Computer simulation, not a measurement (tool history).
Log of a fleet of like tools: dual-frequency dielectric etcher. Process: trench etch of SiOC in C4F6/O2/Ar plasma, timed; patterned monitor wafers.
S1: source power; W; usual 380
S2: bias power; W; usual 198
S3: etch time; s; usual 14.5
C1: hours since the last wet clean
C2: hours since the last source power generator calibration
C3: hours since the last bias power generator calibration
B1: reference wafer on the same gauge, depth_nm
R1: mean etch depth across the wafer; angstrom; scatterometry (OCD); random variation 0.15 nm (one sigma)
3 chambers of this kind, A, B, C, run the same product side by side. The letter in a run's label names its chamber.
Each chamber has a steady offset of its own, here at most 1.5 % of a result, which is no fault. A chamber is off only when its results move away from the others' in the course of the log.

run,day,S1,S2,S3,C1,C2,C3,B1,R1
1C,0.104,380,198,14.5,27.1,3241.8,1122.1,35.366,301.29
2B,0.296,380,198,14.5,114.8,882.8,1352.7,35.346,306.18
3A,0.492,380,198,14.5,258.8,1250.3,3583.1,35.435,301.84
4C,0.617,380,198,14.5,39.4,3254.1,1134.4,35.429,299.81
5B,0.758,380,198,14.5,125.9,893.9,1363.8,35.422,304.47
6A,0.933,380,198,14.5,269.4,1260.9,3593.7,35.370,299.08
7A,1.125,380,198,14.5,274.0,1265.5,3598.3,35.427,301.29
8C,1.312,380,175,19.0,56.1,3270.8,1151.1,35.410,382.76
9B,1.517,380,175,19.0,144.1,912.1,1382.0,35.339,381.63
10A,1.633,380,175,19.0,286.2,1277.7,3610.5,35.424,375.85
11C,1.804,380,198,14.5,67.9,3282.6,1162.9,35.380,300.71
12B,2.000,380,198,14.5,155.7,923.7,1393.6,35.390,302.72
13B,2.121,380,198,14.5,158.6,926.6,1396.5,35.406,305.29
14A,2.258,380,198,14.5,301.2,1292.7,3625.5,35.405,295.98
15C,2.458,380,198,14.5,83.6,3298.3,1178.6,35.411,304.87
16A,2.571,380,198,14.5,308.7,1300.2,3633.0,35.404,294.12
17C,2.688,380,198,14.5,89.1,3303.8,1184.1,35.425,305.59
18B,2.825,380,198,14.5,175.5,943.5,1413.4,35.382,303.82
19C,2.950,340,198,12.5,95.4,3310.1,1190.4,35.418,249.36
20A,3.083,340,198,12.5,321.0,1312.5,3645.3,35.401,243.33
21B,3.233,340,198,12.5,185.3,953.3,1423.2,35.379,251.68
22C,3.329,380,198,14.5,104.5,3319.2,1199.5,35.389,303.57
23A,3.479,380,198,14.5,330.5,1322.0,3654.8,35.405,292.48
24B,3.608,380,198,14.5,194.3,962.3,1432.2,35.388,305.66
25C,3.825,380,198,14.5,116.4,3331.1,1211.4,35.411,301.08
26A,3.979,380,198,14.5,342.5,1334.0,3666.8,35.408,292.07
27B,4.192,380,198,14.5,208.3,976.3,1446.2,35.410,304.06
28A,4.317,380,198,14.5,350.6,1342.1,3674.9,35.398,293.05
29B,4.471,380,238,12.0,215.0,983.0,1452.9,35.383,267.84
30C,4.579,380,238,12.0,134.5,3349.2,1229.5,35.405,267.40
31C,4.717,380,238,12.0,137.8,3352.5,1232.8,35.390,266.97
32B,4.929,380,198,14.5,226.0,994.0,1463.9,35.370,303.15
33A,5.125,380,167,14.5,370.0,1361.5,3694.3,35.387,272.37
34B,5.308,380,167,14.5,235.1,1003.1,1473.0,35.429,288.31
35A,5.483,380,167,14.5,378.6,1370.1,3702.9,35.370,272.97
36C,5.633,380,198,14.5,159.8,3374.5,1254.8,35.387,301.30
37B,5.817,380,198,14.5,247.3,1015.3,1485.2,35.388,305.35
38A,5.929,380,232,14.5,389.3,1380.8,3713.6,35.453,303.72

Is one chamber off against the others, does the gauge drift, or is nothing wrong? If a chamber is off, say which, and what the likeliest cause is.

Chamber A drifts away from the others.
Cause: etch rate under this chamber's usual, % = 4.43.

Here are 4 candidates for chamber A's next run, each the usual settings with a change, their results left as question marks. Which one brings its results back in line with what the others give on the usual settings?
In line means no further than this from the other chambers' mean on the usual settings: R1 5.10 angstrom
39A-1,6.088,440,198,14.5,,,,,?
39A-2,6.088,380,186,14.5,,,,,?
39A-3,6.088,400,198,14.5,,,,,?
39A-4,6.088,350,185,14.5,,,,,?

The other chambers' mean on the usual settings: R1 303.50 angstrom
run,R1
39A-1,305.31
39A-2,282.56
39A-3,294.19
39A-4,273.16
39A-1 brings the chamber back in line.

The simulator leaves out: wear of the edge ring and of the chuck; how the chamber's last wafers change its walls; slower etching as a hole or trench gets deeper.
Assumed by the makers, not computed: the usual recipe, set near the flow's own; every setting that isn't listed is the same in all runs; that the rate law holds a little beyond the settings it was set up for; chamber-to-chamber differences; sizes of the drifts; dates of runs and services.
